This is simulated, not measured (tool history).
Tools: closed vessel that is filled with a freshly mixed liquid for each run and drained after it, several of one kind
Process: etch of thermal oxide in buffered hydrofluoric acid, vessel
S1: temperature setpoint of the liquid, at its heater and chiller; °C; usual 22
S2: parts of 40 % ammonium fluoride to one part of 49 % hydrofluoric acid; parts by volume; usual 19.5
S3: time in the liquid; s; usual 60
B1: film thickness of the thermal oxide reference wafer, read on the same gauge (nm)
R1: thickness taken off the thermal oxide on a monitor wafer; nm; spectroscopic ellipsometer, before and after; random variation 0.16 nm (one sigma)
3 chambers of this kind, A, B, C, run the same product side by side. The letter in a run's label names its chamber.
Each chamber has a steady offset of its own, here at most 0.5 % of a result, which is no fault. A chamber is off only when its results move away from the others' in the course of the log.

run,hour,S1,S2,S3,B1,R1
1A,9.4,22,19.5,60,129.99,33.783
2B,19.2,22,19.5,60,130.01,33.587
3C,26.3,22,19.5,60,130.01,34.082
4B,35.8,22,19.5,60,130.00,33.802
5C,49.2,22,19.5,60,129.98,33.867
6A,55.8,22,19.5,60,130.00,33.822
7A,62.0,22,19.5,60,130.01,34.096
8B,74.5,22,19.5,60,130.01,33.567
# hour 77.8: chamber A: hydrofluoric acid flow meter replaced
9C,80.5,22,19.5,60,130.01,33.562
10B,91.1,22,19.5,60,130.01,33.658
11C,100.8,22,19.5,60,130.02,33.921
12A,109.5,22,19.5,60,129.98,33.798
13A,121.3,22,19.5,90,130.00,50.400
14B,131.2,22,19.5,90,130.01,50.210
15C,141.6,22,19.5,90,130.00,50.394
16A,151.5,22,19.5,60,130.00,33.769
17B,158.6,22,19.5,60,130.00,33.495
18C,168.6,22,19.5,60,130.01,34.064
19C,182.1,22,19.5,60,130.02,34.068
20A,190.0,22,19.5,60,130.00,33.860
21B,197.3,22,19.5,60,130.00,33.569
22C,204.2,19,13.0,60,130.00,42.599
23A,210.9,19,13.0,60,129.99,42.431
24B,221.5,19,13.0,60,130.00,43.279
25C,232.1,22,19.5,60,130.02,33.837
26B,244.8,22,19.5,60,129.99,33.586
27A,254.0,22,19.5,60,130.00,33.874
28C,266.4,22,19.5,60,130.01,34.051
29B,276.7,22,19.5,60,130.02,33.725
30A,289.7,22,19.5,60,129.99,33.543

All 3 chambers run these settings next. Forecast each chamber's results:
31A,299.5,22,19.5,30,,?
31B,299.5,22,19.5,30,,?
31C,299.5,22,19.5,30,,?

run,R1
31A,16.919
31B,16.736
31C,16.987
